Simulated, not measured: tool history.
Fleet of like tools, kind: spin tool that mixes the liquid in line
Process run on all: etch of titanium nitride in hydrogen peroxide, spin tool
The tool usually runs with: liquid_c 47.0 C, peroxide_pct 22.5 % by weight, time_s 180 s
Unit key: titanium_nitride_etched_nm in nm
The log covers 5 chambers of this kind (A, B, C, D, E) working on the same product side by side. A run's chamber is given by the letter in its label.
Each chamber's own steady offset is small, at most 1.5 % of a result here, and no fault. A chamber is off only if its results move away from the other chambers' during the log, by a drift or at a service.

| run | hour | liquid_c | peroxide_pct | time_s | read-back film thickness of the titanium nitride reference wafer, read on the same gauge (nm) | titanium_nitride_etched_nm |
|---|---|---|---|---|---|---|
| 1E | 8.3 | 47.0 | 22.5 | 180 | 139.98 | 7.6196 |
| 2D | 15.7 | 47.0 | 22.5 | 180 | 139.98 | 7.5175 |
|  | 18.7 | chamber B: thermometer replaced |
| 3A | 27.6 | 47.0 | 22.5 | 180 | 140.05 | 7.6381 |
| 4C | 34.5 | 47.0 | 22.5 | 180 | 139.98 | 7.6298 |
| 5B | 41.7 | 47.0 | 17.5 | 180 | 139.98 | 7.2828 |
| 6C | 52.5 | 47.0 | 17.5 | 180 | 139.98 | 7.2145 |
| 7A | 59.4 | 47.0 | 17.5 | 180 | 139.98 | 7.1919 |
| 8E | 68.7 | 47.0 | 17.5 | 180 | 140.01 | 7.1946 |
| 9B | 75.4 | 47.0 | 17.5 | 180 | 140.01 | 7.2763 |
| 10D | 83.5 | 47.0 | 22.5 | 180 | 140.00 | 7.5314 |
| 11D | 94.8 | 47.0 | 22.5 | 180 | 139.97 | 7.5443 |
| 12C | 105.6 | 47.0 | 22.5 | 180 | 140.02 | 7.6101 |
|  | 108.4 | chamber B: peroxide flow meter replaced |
|  | 110.9 | chamber C: new drum of peroxide connected |
|  | 117.5 | chamber E: new drum of peroxide connected |
| 13A | 117.8 | 50.5 | 22.5 | 260 | 140.04 | 14.2430 |
| 14B | 128.0 | 50.5 | 22.5 | 260 | 139.98 | 14.1160 |
| 15E | 139.9 | 50.5 | 22.5 | 260 | 139.99 | 14.0680 |
| 16E | 149.7 | 50.5 | 22.5 | 260 | 139.99 | 14.0690 |
| 17C | 162.9 | 50.5 | 22.5 | 260 | 140.00 | 14.1310 |
| 18B | 173.3 | 47.0 | 22.5 | 180 | 140.00 | 7.6575 |
| 19A | 186.3 | 47.0 | 22.5 | 180 | 140.02 | 7.6840 |
|  | 188.4 | chamber C: heated supply line repaired |
| 20D | 199.4 | 43.0 | 22.5 | 235 | 139.99 | 7.2876 |
|  | 208.1 | chamber D: peroxide flow meter replaced |
| 21B | 208.7 | 43.0 | 22.5 | 235 | 139.97 | 7.4094 |
| 22D | 219.9 | 43.0 | 22.5 | 235 | 140.00 | 7.2512 |
| 23A | 226.8 | 43.0 | 22.5 | 235 | 139.96 | 7.3783 |
| 24C | 236.8 | 43.0 | 22.5 | 235 | 139.98 | 7.3392 |
| 25E | 250.2 | 47.0 | 22.5 | 180 | 140.01 | 7.5585 |
| 26D | 256.3 | 47.0 | 22.5 | 180 | 140.00 | 7.5007 |
| 27B | 265.0 | 47.0 | 22.5 | 180 | 140.04 | 7.6269 |
| 28C | 273.7 | 47.0 | 22.5 | 180 | 140.01 | 7.5267 |
| 29A | 283.3 | 47.0 | 22.5 | 180 | 139.97 | 7.5933 |
|  | 293.6 | chamber D: new drum of peroxide connected |
| 30E | 293.6 | 47.0 | 22.5 | 180 | 139.94 | 7.5765 |
| 31A | 302.7 | 47.0 | 22.5 | 180 | 140.01 | 7.6507 |
| 32E | 309.0 | 47.0 | 22.5 | 180 | 140.01 | 7.5840 |
| 33C | 316.0 | 50.5 | 16.5 | 180 | 139.98 | 9.1610 |
| 34B | 327.3 | 50.5 | 16.5 | 180 | 139.97 | 9.1752 |
| 35D | 338.1 | 50.5 | 16.5 | 180 | 140.01 | 9.0694 |
| 36E | 344.2 | 50.5 | 16.5 | 180 | 139.95 | 9.1305 |

Predict what each chamber gives when all 5 of them run the settings below next.
| 37A | 354.1 | 47.0 | 22.5 | 180 |  | ? |
| 37B | 354.1 | 47.0 | 22.5 | 180 |  | ? |
| 37C | 354.1 | 47.0 | 22.5 | 180 |  | ? |
| 37D | 354.1 | 47.0 | 22.5 | 180 |  | ? |
| 37E | 354.1 | 47.0 | 22.5 | 180 |  | ? |

| run | titanium_nitride_etched_nm |
|---|---|
| 37A | 7.6368 |
| 37B | 7.7210 |
| 37C | 7.5480 |
| 37D | 7.5345 |
| 37E | 7.6358 |

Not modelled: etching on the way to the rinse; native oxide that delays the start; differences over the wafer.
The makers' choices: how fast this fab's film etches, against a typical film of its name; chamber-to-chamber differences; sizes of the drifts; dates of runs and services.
